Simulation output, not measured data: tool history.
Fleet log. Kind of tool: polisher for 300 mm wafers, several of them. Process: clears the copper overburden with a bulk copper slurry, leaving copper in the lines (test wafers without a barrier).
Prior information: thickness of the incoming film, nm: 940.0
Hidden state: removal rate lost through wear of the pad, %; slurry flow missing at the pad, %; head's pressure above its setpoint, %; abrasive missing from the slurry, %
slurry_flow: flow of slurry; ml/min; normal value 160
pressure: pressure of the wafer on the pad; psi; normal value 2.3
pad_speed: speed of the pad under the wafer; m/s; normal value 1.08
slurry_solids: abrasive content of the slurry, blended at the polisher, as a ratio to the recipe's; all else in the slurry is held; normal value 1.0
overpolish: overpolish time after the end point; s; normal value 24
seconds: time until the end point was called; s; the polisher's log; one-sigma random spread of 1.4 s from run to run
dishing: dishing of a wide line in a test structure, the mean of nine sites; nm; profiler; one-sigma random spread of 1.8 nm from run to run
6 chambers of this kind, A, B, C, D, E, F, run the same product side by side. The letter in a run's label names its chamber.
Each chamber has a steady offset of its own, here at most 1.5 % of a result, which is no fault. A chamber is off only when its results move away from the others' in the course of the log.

run   hour  slurry_flow  pressure  pad_speed  slurry_solids  overpolish  wafers polished on this pad  hours since the slurry nozzle was cleaned  hours since the head pressure was calibrated  hours since the slurry blender was calibrated  seconds  dishing
       0.3  -- chamber D: slurry blender recalibrated
 1D    9.2          160       2.3       1.08            1.0          24                           76                                       93.1                                         340.0                                            9.0   136.75   80.655
      13.9  -- chamber A: worn pad replaced by a new one
 2E   15.2          160       2.3       1.08            1.0          24                          685                                      285.2                                          60.4                                          109.9   137.24   79.981
 3B   24.3          160       2.3       1.08            1.0          24                          809                                      593.1                                         109.7                                          155.3   132.66   77.047
 4A   31.7          160       2.3       1.08            1.0          24                           95                                       98.2                                         594.4                                           52.5   135.88   82.759
 5C   38.7          160       2.3       1.08            1.0          24                          966                                      464.5                                         296.4                                          190.4   135.79   85.905
 6F   49.8          160       2.3       1.08            1.0          24                          305                                      164.1                                         278.2                                           95.5   136.79   80.925
      51.6  -- chamber E: worn pad replaced by a new one
 7C   57.8          160       2.3       1.08            1.0          24                         1068                                      483.6                                         315.5                                          209.5   134.98   79.504
      60.0  -- chamber B: worn pad replaced by a new one
      64.7  -- chamber E: slurry nozzle cleaned
 8E   67.1          160       2.3       1.08            1.0          24                           83                                        2.5                                         112.3                                          161.8   134.27   81.194
      68.3  -- chamber C: worn pad replaced by a new one
      71.6  -- chamber E: slurry blender recalibrated
 9A   73.5          160       2.3       1.08            1.0          24                          319                                      140.0                                         636.2                                           94.3   137.53   80.857
10B   83.2          160       2.3       1.08            1.0          24                          124                                      652.0                                         168.6                                          214.2   134.31   78.512
11D   89.2          160       2.3       1.08            1.0          24                          504                                      173.1                                         420.0                                           89.0   137.15   80.916
12F   95.6          160       2.3       1.08            1.0          24                          550                                      209.9                                         324.0                                          141.3   135.92   77.111
13C  106.9          160       2.3       1.08            1.0          24                          206                                      532.7                                         364.6                                          258.6   135.46   76.571
     112.2  -- chamber F: slurry blender recalibrated
14A  112.9          160       1.8       1.08            1.0          24                          529                                      179.4                                         675.6                                          133.7   177.60   63.005
     116.3  -- chamber A: worn pad replaced by a new one
     117.7  -- chamber B: slurry nozzle cleaned
15D  118.6          160       1.8       1.08            1.0          24                          661                                      202.5                                         449.4                                          118.4   176.86   65.237
     125.4  -- chamber F: slurry nozzle cleaned
16E  126.5          160       1.8       1.08            1.0          24                          401                                       61.9                                         171.7                                           55.0   175.99   66.358
17B  131.4          160       1.8       1.08            1.0          24                          382                                       13.7                                         216.8                                          262.4   168.44   67.767
18F  136.7          160       1.8       1.08            1.0          24                          770                                       11.3                                         365.1                                           24.6   178.28   68.118
19A  145.1          160       1.8       1.08            1.0          24                          154                                      211.6                                         707.8                                          165.9   175.45   64.711
     146.0  -- chamber A: slurry blender recalibrated
20D  151.3          160       2.3       1.08            1.0          24                          836                                      235.2                                         482.1                                          151.1   137.82   80.862
21E  156.7          160       2.3       1.08            1.0          24                          562                                       92.1                                         201.9                                           85.2   137.06   78.702
22C  162.2          140       2.3       1.08            1.1          24                          502                                      588.0                                         419.9                                          313.9   137.38   78.169
     163.5  -- chamber F: worn pad replaced by a new one
23B  173.1          140       2.3       1.08            1.1          24                          605                                       55.4                                         258.5                                          304.1   136.70   81.421
     179.7  -- chamber D: worn pad replaced by a new one
24F  182.9          140       2.3       1.08            1.1          24                          104                                       57.5                                         411.3                                           70.8   137.00   79.646
     188.7  -- chamber E: worn pad replaced by a new one
25F  188.8          140       2.3       1.08            1.1          24                          135                                       63.4                                         417.2                                           76.7   135.27   83.873
26B  195.7          140       2.3       1.08            1.1          24                          726                                       78.0                                         281.1                                          326.7   132.72   79.539
27A  204.2          140       2.3       1.08            1.1          24                          470                                      270.7                                         766.9                                           58.3   137.61   79.208
     208.4  -- chamber C: slurry blender recalibrated
     210.6  -- chamber B: head pressure recalibrated
28E  215.5          160       2.3       1.08            1.0          24                          143                                      150.9                                         260.7                                          144.0   134.97   76.545
     223.8  -- chamber E: slurry blender recalibrated
29C  224.4          160       2.3       1.08            1.0          24                          835                                      650.2                                         482.1                                           16.1   136.22   79.373
     224.6  -- chamber D: slurry blender recalibrated
     230.8  -- chamber A: worn pad replaced by a new one
     232.9  -- chamber F: slurry blender recalibrated
30D  234.1          160       2.3       1.08            1.0          24                          291                                      318.0                                         564.9                                            9.6   137.73   80.273
31C  245.1          160       2.3       1.08            1.0          24                          946                                      670.9                                         502.8                                           36.8   135.03   81.180
32F  253.5          160       2.3       1.08            1.0          24                          482                                      128.1                                         481.9                                           20.7   134.51   80.885
     259.2  -- chamber B: worn pad replaced by a new one
33A  260.6          160       2.3       1.08            1.0          24                          159                                      327.1                                         823.3                                          114.7   135.14   80.450
     270.5  -- chamber F: head pressure recalibrated
34D  270.7          160       2.3       1.08            1.0          24                          487                                      354.6                                         601.5                                           46.2   136.60   80.646
     273.8  -- chamber C: worn pad replaced by a new one
35B  279.5          160       2.3       1.08            1.0          24                          109                                      161.8                                          69.0                                          410.5   134.22   78.528
36E  289.4          160       2.3       1.08            1.0          24                          538                                      224.8                                         334.6                                           65.7   135.87   80.082
37D  295.1          160       2.3       1.08            1.0          24                          617                                      379.0                                         625.9                                           70.6   138.39   79.397
     295.2  -- chamber F: worn pad replaced by a new one
     296.7  -- chamber C: slurry nozzle cleaned
38C  302.9          160       2.3       1.08            1.0          24                          155                                        6.3                                         560.6                                           94.6   135.86   78.711
39B  311.7          160       2.3       1.08            1.0          24                          281                                      194.0                                         101.2                                          442.7   132.50   78.565
40E  319.1          160       2.3       1.08            1.0          24                          697                                      254.5                                         364.3                                           95.4   135.41   81.530
41F  325.9          160       2.3       1.08            1.0          24                          164                                      200.5                                          55.5                                           93.1   138.59   77.746

Does one chamber stand apart from the rest, does the shared gauge drift, or is all well apart from small per-chamber offsets? Give the chamber and the most likely cause, where there is one.

All chambers stay in line apart from their small fixed offsets, and the gauge does not drift.
